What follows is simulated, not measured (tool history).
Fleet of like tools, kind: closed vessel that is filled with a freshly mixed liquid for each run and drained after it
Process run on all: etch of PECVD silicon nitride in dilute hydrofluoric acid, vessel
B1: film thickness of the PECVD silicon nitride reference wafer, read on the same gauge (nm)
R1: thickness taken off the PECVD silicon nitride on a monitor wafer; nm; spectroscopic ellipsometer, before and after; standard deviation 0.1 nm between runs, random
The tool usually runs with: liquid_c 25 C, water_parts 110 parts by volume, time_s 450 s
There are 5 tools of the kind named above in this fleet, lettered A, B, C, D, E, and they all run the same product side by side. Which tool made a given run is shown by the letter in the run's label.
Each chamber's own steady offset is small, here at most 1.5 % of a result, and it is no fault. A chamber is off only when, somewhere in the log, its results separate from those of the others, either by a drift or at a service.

Run 1E, day 0.238: usual settings; B1 50.001. Result: R1 17.238 nm.
Run 2A, day 0.458: usual settings; B1 50.007. Result: R1 17.154 nm.
Run 3C, day 0.867: usual settings; B1 49.963. Result: R1 16.938 nm.
Run 4B, day 1.121: usual settings; B1 49.967. Result: R1 16.936 nm.
Run 5D, day 1.475: usual settings; B1 49.966. Result: R1 17.176 nm.
Run 6D, day 1.700: usual settings; B1 50.013. Result: R1 17.021 nm.
Run 7A, day 2.046: usual settings but water_parts 85 parts by volume; B1 49.971. Result: R1 22.470 nm.
Run 8C, day 2.308: usual settings but water_parts 85 parts by volume; B1 50.028. Result: R1 22.188 nm.
Run 9E, day 2.629: usual settings but water_parts 85 parts by volume; B1 50.017. Result: R1 22.003 nm.
Run 10B, day 2.967: usual settings but water_parts 85 parts by volume; B1 49.957. Result: R1 21.616 nm.
Run 11E, day 3.250: usual settings but water_parts 85 parts by volume; B1 49.981. Result: R1 22.060 nm.
Run 12A, day 3.717: usual settings; B1 50.009. Result: R1 17.131 nm.
At day 3.912: chamber D: hydrofluoric acid flow meter replaced.
Run 13C, day 4.017: usual settings but water_parts 130 parts by volume; B1 50.008. Result: R1 14.453 nm.
Run 14B, day 4.233: usual settings but water_parts 130 parts by volume; B1 50.016. Result: R1 14.349 nm.
Run 15D, day 4.483: usual settings but water_parts 130 parts by volume; B1 49.990. Result: R1 14.698 nm.
Run 16E, day 4.800: usual settings but water_parts 130 parts by volume; B1 49.998. Result: R1 14.469 nm.
Run 17D, day 5.096: usual settings but water_parts 130 parts by volume; B1 50.021. Result: R1 14.515 nm.
Run 18C, day 5.383: usual settings; B1 49.974. Result: R1 17.166 nm.
Run 19A, day 5.638: usual settings; B1 49.997. Result: R1 17.283 nm.
Run 20B, day 5.854: usual settings; B1 49.977. Result: R1 16.827 nm.
Run 21B, day 6.112: usual settings; B1 50.033. Result: R1 17.028 nm.
Run 22A, day 6.338: usual settings; B1 50.020. Result: R1 17.162 nm.
Run 23C, day 6.817: usual settings; B1 50.001. Result: R1 17.157 nm.
Run 24D, day 7.212: usual settings; B1 50.011. Result: R1 17.435 nm.
Run 25E, day 7.529: usual settings; B1 50.026. Result: R1 16.412 nm.
At day 7.650: chamber A: hydrofluoric acid flow meter replaced.
Run 26B, day 7.879: usual settings; B1 49.970. Result: R1 16.933 nm.
Run 27A, day 8.212: usual settings; B1 50.008. Result: R1 17.296 nm.
Run 28D, day 8.579: usual settings; B1 49.998. Result: R1 17.015 nm.
Run 29E, day 9.004: usual settings; B1 49.978. Result: R1 16.309 nm.
Run 30C, day 9.233: usual settings; B1 50.007. Result: R1 17.139 nm.
Run 31C, day 9.583: usual settings; B1 50.002. Result: R1 17.217 nm.
Run 32E, day 9.983: usual settings; B1 49.977. Result: R1 16.159 nm.

Does one chamber stand apart from the rest, does the shared gauge drift, or is all well apart from small per-chamber offsets? Give the chamber and the most likely cause, where there is one.

Little by little, chamber E moves away from the other chambers.
Likeliest cause: liquid colder than its thermometer reads (K) = 1.03.
The log may not tell that from: hydrofluoric acid flow below the setpoint (%).

Below are 4 candidate recipes for chamber E's next run, each the usual settings with a change, their results shown as question marks. Which of them brings E's results back in line with what the other chambers give on the usual settings?
Counts as in line when no further than this from what the other chambers average on the usual settings: R1 0.360 nm
Run 33E-1, day 10.325: usual settings but liquid_c 24 C. Result: R1 ?.
Run 33E-2, day 10.325: usual settings but time_s 480 s. Result: R1 ?.
Run 33E-3, day 10.325: usual settings but time_s 460 s. Result: R1 ?.
Run 33E-4, day 10.325: usual settings but time_s 440 s. Result: R1 ?.

Average result of the remaining chambers running the usual settings: R1 17.110 nm
  run      R1
33E-1  14.962
33E-2  17.069
33E-3  16.358
33E-4  15.647
33E-2 puts the chamber back in line with the other chambers.
